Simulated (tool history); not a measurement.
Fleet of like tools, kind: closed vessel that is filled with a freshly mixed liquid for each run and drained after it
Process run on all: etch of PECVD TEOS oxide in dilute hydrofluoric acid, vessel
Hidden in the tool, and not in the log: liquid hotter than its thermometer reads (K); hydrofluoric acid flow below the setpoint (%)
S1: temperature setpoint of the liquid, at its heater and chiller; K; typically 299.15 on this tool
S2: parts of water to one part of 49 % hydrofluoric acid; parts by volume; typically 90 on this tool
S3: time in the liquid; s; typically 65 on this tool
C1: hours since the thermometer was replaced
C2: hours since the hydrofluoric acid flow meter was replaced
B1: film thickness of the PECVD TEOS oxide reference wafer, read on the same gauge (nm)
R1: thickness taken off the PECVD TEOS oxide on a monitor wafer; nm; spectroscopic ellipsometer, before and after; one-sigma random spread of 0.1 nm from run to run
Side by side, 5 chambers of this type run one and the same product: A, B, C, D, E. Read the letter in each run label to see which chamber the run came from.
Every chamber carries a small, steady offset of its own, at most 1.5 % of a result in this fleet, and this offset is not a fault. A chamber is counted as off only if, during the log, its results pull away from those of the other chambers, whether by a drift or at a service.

run,hour,S1,S2,S3,C1,C2,B1,R1
1B,4.3,299.15,90,65,190.6,365.8,130.01,12.673
2D,9.5,299.15,90,65,544.2,468.4,130.02,12.735
3C,15,299.15,90,65,1484.5,886.9,130.01,12.654
# hour 16.8: chamber A: hydrofluoric acid flow meter replaced
4E,20.5,299.15,90,65,307.1,336.6,129.99,12.99
5A,25.2,299.15,90,65,2260.3,8.4,130,12.573
6E,28.4,299.15,90,65,315,344.5,129.99,12.598
7D,32,299.15,90,65,566.7,490.9,130,12.69
8A,35.2,299.15,90,65,2270.3,18.4,130.01,12.768
9B,38.4,299.15,90,65,224.7,399.9,129.99,13.021
10C,45.4,299.15,90,65,1514.9,917.3,130.01,12.612
11A,51.1,299.15,90,65,2286.2,34.3,130,12.595
12E,58,302.65,60,65,344.6,374.1,130.02,22.676
13D,64,302.65,60,65,598.7,522.9,130.01,22.533
14B,67.8,302.65,60,65,254.1,429.3,129.98,23.078
15C,72.5,302.65,60,65,1542,944.4,130.02,22.55
16B,77.7,302.65,60,65,264,439.2,130.01,23.136
17A,81.4,299.15,90,65,2316.5,64.6,129.99,12.722
18C,85.4,299.15,90,65,1554.9,957.3,130.01,12.774
19E,90.7,299.15,75,65,377.3,406.8,130.02,15.669
20D,94.5,299.15,75,65,629.2,553.4,129.97,15.61
21B,101.3,299.15,75,65,287.6,462.8,129.98,15.56
22D,106.8,299.15,75,65,641.5,565.7,130,15.472
23C,113.4,299.15,75,65,1582.9,985.3,130,15.769
24E,119.8,299.15,90,65,406.4,435.9,130,12.709
25A,125.4,299.15,90,65,2360.5,108.6,130,12.8
26B,128.7,299.15,90,65,315,490.2,130.02,12.784
27A,131.9,299.15,90,65,2367,115.1,130,12.69
28D,138.7,296.65,110,65,673.4,597.6,129.99,9.1341
29E,143.5,296.65,110,65,430.1,459.6,130.02,9.2535
30C,150.6,296.65,110,65,1620.1,1022.5,129.98,9.4449
31E,155.1,296.65,110,65,441.7,471.2,129.99,9.1698
32D,160.6,296.65,110,65,695.3,619.5,129.99,9.2882
33A,164.2,299.15,90,65,2399.3,147.4,129.98,12.67
34B,168.3,299.15,90,65,354.6,529.8,130,12.902
35C,174.8,299.15,90,65,1644.3,1046.7,130,13.283
36B,178.6,299.15,90,65,364.9,540.1,129.99,12.761
37C,183.7,299.15,90,65,1653.2,1055.6,130.02,13.321
38A,190.5,299.15,90,65,2425.6,173.7,130.02,12.726
39D,196.8,299.15,90,65,731.5,655.7,129.98,12.68
40E,203,299.15,90,65,489.6,519.1,130.01,12.697
41B,208.5,299.15,90,65,394.8,570,130.01,12.807
42A,213.7,299.15,90,65,2448.8,196.9,130.01,12.609
43C,218.1,299.15,90,65,1687.6,1090,130,13.416
44E,223.3,299.15,90,65,509.9,539.4,130.01,12.767

All chambers now run identical settings, listed one chamber a line with results as question marks. What results will each chamber show?
45A,228.5,294.65,90,65,,,,?
45B,228.5,294.65,90,65,,,,?
45C,228.5,294.65,90,65,,,,?
45D,228.5,294.65,90,65,,,,?
45E,228.5,294.65,90,65,,,,?

run,R1
45A,10.73
45B,10.724
45C,11.332
45D,10.705
45E,10.558
